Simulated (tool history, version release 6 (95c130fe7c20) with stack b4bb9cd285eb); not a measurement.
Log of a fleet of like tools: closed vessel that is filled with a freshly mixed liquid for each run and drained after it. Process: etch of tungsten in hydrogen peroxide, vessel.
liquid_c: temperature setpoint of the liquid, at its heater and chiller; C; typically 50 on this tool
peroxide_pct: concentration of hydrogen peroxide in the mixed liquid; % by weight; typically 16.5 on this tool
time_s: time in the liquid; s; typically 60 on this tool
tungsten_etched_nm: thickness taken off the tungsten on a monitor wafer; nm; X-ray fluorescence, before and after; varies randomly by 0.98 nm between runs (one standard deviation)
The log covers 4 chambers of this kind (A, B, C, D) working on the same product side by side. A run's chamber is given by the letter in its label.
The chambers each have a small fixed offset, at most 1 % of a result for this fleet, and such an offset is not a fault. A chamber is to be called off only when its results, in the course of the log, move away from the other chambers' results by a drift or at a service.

run   hour  liquid_c  peroxide_pct  time_s  read-back film thickness of the tungsten reference wafer, read on the same gauge (nm)  tungsten_etched_nm
 1A   14.2        50          16.5      60                                                                                 29.995             151.350
 2D   22.2        50          16.5      60                                                                                 30.005             151.890
 3C   31.3        50          16.5      60                                                                                 29.999             152.910
 4B   46.0        50          16.5      60                                                                                 30.007             151.260
 5A   56.5        50          16.5      60                                                                                 30.011             152.290
 6D   63.5        50          16.5      60                                                                                 29.998             153.300
 7B   74.7        50          16.5      60                                                                                 30.007             153.660
 8C   90.2        50          16.5      60                                                                                 29.984             152.130
 9A  104.5        50          16.5      35                                                                                 30.018              89.408
10D  112.8        50          16.5      35                                                                                 30.012              87.919
     121.7  -- chamber C: peroxide flow meter replaced
11B  123.8        50          16.5      35                                                                                 30.034              88.821
12C  136.7        50          16.5      35                                                                                 30.008              88.129
     137.1  -- chamber B: thermometer replaced
13A  146.0        50          16.5      60                                                                                 30.000             150.970
14D  155.2        50          16.5      60                                                                                 30.007             151.700
15B  168.9        50          16.5      60                                                                                 30.013             152.270
16C  177.2        50          16.5      60                                                                                 29.991             151.840
17B  192.1        50          16.5      60                                                                                 29.993             152.600
18A  206.3        50          16.5      45                                                                                 30.017             111.020
19D  219.0        50          16.5      45                                                                                 30.004             113.460
20C  234.9        50          16.5      45                                                                                 30.006             112.370
21A  249.5        50          16.5      45                                                                                 30.007             108.720
     258.6  -- chamber C: thermometer replaced
22C  262.1        50          16.5      60                                                                                 30.014             153.220
23B  271.6        50          16.5      60                                                                                 30.011             153.740
24D  285.8        50          16.5      60                                                                                 30.014             150.260
     286.2  -- chamber A: peroxide flow meter replaced
25B  301.5        50          16.5      60                                                                                 30.028             153.800
26D  313.2        50          16.5      60                                                                                 30.005             151.580
27C  327.0        50          16.5      60                                                                                 30.001             152.580
28A  334.8        50          16.5      60                                                                                 30.026             144.950
     344.3  -- chamber B: new drum of peroxide connected
29D  349.3        50          16.5      60                                                                                 30.008             152.300
30A  360.1        50          16.5      60                                                                                 30.020             143.880
31B  367.6        50          16.5      60                                                                                 29.974             152.550
32C  379.0        50          16.5      60                                                                                 29.989             152.840

Each of the 4 chambers runs these same settings next. Fill in every chamber's results:
33A  390.5        50          16.5      60                                                                                                          ?
33B  390.5        50          16.5      60                                                                                                          ?
33C  390.5        50          16.5      60                                                                                                          ?
33D  390.5        50          16.5      60                                                                                                          ?

run  tungsten_etched_nm
33A             142.510
33B             152.990
33C             151.890
33D             149.420
